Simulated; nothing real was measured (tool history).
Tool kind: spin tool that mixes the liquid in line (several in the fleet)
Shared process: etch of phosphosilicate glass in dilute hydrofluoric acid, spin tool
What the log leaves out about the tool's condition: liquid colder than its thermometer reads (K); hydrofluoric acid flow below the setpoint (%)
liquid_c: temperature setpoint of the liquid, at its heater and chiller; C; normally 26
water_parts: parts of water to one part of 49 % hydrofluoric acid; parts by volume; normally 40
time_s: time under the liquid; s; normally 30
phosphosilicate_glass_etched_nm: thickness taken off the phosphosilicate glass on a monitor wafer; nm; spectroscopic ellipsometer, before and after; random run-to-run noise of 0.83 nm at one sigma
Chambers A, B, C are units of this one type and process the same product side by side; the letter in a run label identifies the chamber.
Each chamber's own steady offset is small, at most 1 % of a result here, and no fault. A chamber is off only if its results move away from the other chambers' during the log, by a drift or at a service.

run	day	liquid_c	water_parts	time_s	hours since the thermometer was replaced	hours since the hydrofluoric acid flow meter was replaced	read-back film thickness of the phosphosilicate glass reference wafer, read on the same gauge (nm)	phosphosilicate_glass_etched_nm
1C	0.171	26	40	30	79.2	598	50.002	114.4
2B	0.308	26	40	30	339	479	49.995	115.64
3A	0.467	26	40	30	80.7	329.8	50.022	115.33
4A	0.575	26	40	30	83.3	332.4	50.01	115.7
5B	0.704	26	40	30	348.5	488.5	49.994	115.94
6C	0.858	26	40	30	95.7	614.5	50.007	113.3
7C	1.038	26	40	30	100	618.8	49.983	113.45
8B	1.167	26	40	30	359.6	499.6	49.989	116.79
9A	1.304	26	40	30	100.8	349.9	50.005	114.27
10A	1.475	27.5	40	30	104.9	354	49.994	122.33
11C	1.571	27.5	40	30	112.8	631.6	49.996	122.19
12B	1.75	27.5	40	30	373.6	513.6	49.983	123.36
13C	1.867	26	40	30	119.9	638.7	50.021	114.11
14A	1.975	26	40	15	116.9	366	49.978	57.914
15B	2.096	26	40	15	381.9	521.9	50.017	57.498
16B	2.254	26	40	15	385.7	525.7	50.003	58.337
17C	2.425	26	40	30	133.3	652.1	50.001	113.41
18A	2.525	26	40	30	130.1	379.2	50.017	115.48
19A	2.662	26	50	20	133.4	382.5	50.019	61.159
20B	2.825	26	50	20	399.4	539.4	50.01	60.973
21C	2.962	26	50	20	146.2	665	50.02	59.763
22B	3.05	26	40	30	404.8	544.8	49.99	113.46
23A	3.212	26	40	30	146.6	395.7	50.01	116.54
24C	3.35	26	25	30	155.5	674.3	49.987	187.4
25B	3.525	26	25	30	416.2	556.2	50.006	183.47
26C	3.65	26	25	30	162.7	681.5	49.994	187.3
27A	3.817	26	40	30	161.1	410.2	50.007	114.95
28B	3.908	28.5	40	30	425.4	565.4	49.988	123.89
29C	4.042	28.5	40	30	172.1	690.9	50.008	126.11
30A	4.221	28.5	40	30	170.8	419.9	49.978	127.32
31A	4.383	26	60	30	174.7	423.8	50.003	74.615
32B	4.467	26	60	30	438.8	578.8	49.979	72.854
33C	4.562	26	60	30	184.6	703.4	50.007	73.42
34A	4.646	26	40	30	181	430.1	50.013	114.53
35C	4.762	26	40	30	189.4	708.2	50.014	114.59
36B	4.883	26	40	30	448.8	588.8	49.982	112.14
37C	5.058	26	40	30	196.5	715.3	49.981	114.33
38B	5.221	23	40	50	456.9	596.9	50.013	163.01
39A	5.321	23	40	50	197.2	446.3	49.998	169.44
40C	5.408	23	40	50	204.9	723.7	50.011	166.71

Predict what each chamber gives when all 3 of them run the settings below next.
41A	5.542	26	55	30				?
41B	5.542	26	55	30				?
41C	5.542	26	55	30				?

run	phosphosilicate_glass_etched_nm
41A	81.809
41B	78.996
41C	81.32

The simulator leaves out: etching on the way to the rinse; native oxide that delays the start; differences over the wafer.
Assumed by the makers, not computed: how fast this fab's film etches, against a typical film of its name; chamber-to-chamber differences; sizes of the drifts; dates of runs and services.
